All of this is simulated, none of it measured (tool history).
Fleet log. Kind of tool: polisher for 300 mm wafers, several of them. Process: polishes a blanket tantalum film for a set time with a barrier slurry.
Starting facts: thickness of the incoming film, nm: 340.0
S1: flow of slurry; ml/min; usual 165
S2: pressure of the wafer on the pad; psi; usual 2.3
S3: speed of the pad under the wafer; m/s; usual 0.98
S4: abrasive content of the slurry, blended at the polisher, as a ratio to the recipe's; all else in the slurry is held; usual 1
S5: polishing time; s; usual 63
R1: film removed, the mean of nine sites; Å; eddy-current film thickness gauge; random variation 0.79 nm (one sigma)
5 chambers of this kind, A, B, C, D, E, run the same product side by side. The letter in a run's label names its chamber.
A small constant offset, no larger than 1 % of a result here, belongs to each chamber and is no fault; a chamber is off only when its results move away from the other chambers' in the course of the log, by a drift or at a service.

run	day	S1	S2	S3	S4	S5	R1
1B	0.142	165	2.3	0.98	1	63	979.74
2D	0.338	165	2.3	0.98	1	63	986.5
# day 0.475: chamber E: worn pad replaced by a new one
3C	0.525	165	2.3	0.98	1	63	992.07
# day 0.629: chamber B: worn pad replaced by a new one
4A	0.667	165	2.3	0.98	1	63	977.62
5E	0.783	165	2.3	0.98	1	63	978.68
6B	0.904	165	2.3	0.98	1	63	977.79
7A	1.062	165	2.3	0.98	1	63	966.43
8C	1.258	165	2.3	0.98	1	63	981.79
9E	1.429	165	2.3	0.98	1	63	996.08
10D	1.583	125	2.3	0.98	1	84	1249.7
11E	1.708	125	2.3	0.98	1	84	1235.5
# day 1.871: chamber D: worn pad replaced by a new one
12B	1.871	125	2.3	0.98	1	84	1237
13D	2.046	125	2.3	0.98	1	84	1226.8
# day 2.196: chamber A: worn pad replaced by a new one
14A	2.2	125	2.3	0.98	1	84	1227.1
15C	2.321	165	2.3	0.98	1	63	984.04
# day 2.362: chamber C: worn pad replaced by a new one
16E	2.488	165	2.3	0.98	1	63	979.19
17D	2.658	115	2.3	0.98	1	63	910.03
18C	2.846	115	2.3	0.98	1	63	914.69
19A	3.021	115	2.3	0.98	1	63	863.1
20B	3.225	115	2.3	0.98	1	63	911.53
21A	3.346	115	2.3	0.98	1	63	856.46
22C	3.533	165	2.3	0.98	1	63	979.01
# day 3.538: chamber E: worn pad replaced by a new one
23D	3.638	165	2.3	0.98	1	63	977.86
24E	3.725	165	2.3	0.98	1	63	976.96
25B	3.896	165	2.3	0.98	1	63	983.68
26A	4.042	165	2.3	0.98	1	63	895.35
27E	4.221	165	2.3	0.98	1	63	973.07
28D	4.396	165	2.3	0.98	1	63	968.54
29B	4.496	165	2.3	0.98	1	63	966.47
30C	4.675	165	2.3	0.98	1	63	990.78
31D	4.812	165	2.3	0.98	1	63	985.22

The same settings go to every chamber for the next run, one line per chamber below. Forecast the results for each:
32A	4.962	165	2.3	0.98	1	63	?
32B	4.962	165	2.3	0.98	1	63	?
32C	4.962	165	2.3	0.98	1	63	?
32D	4.962	165	2.3	0.98	1	63	?
32E	4.962	165	2.3	0.98	1	63	?

run	R1
32A	872.49
32B	980.61
32C	987.42
32D	964.82
32E	991.55

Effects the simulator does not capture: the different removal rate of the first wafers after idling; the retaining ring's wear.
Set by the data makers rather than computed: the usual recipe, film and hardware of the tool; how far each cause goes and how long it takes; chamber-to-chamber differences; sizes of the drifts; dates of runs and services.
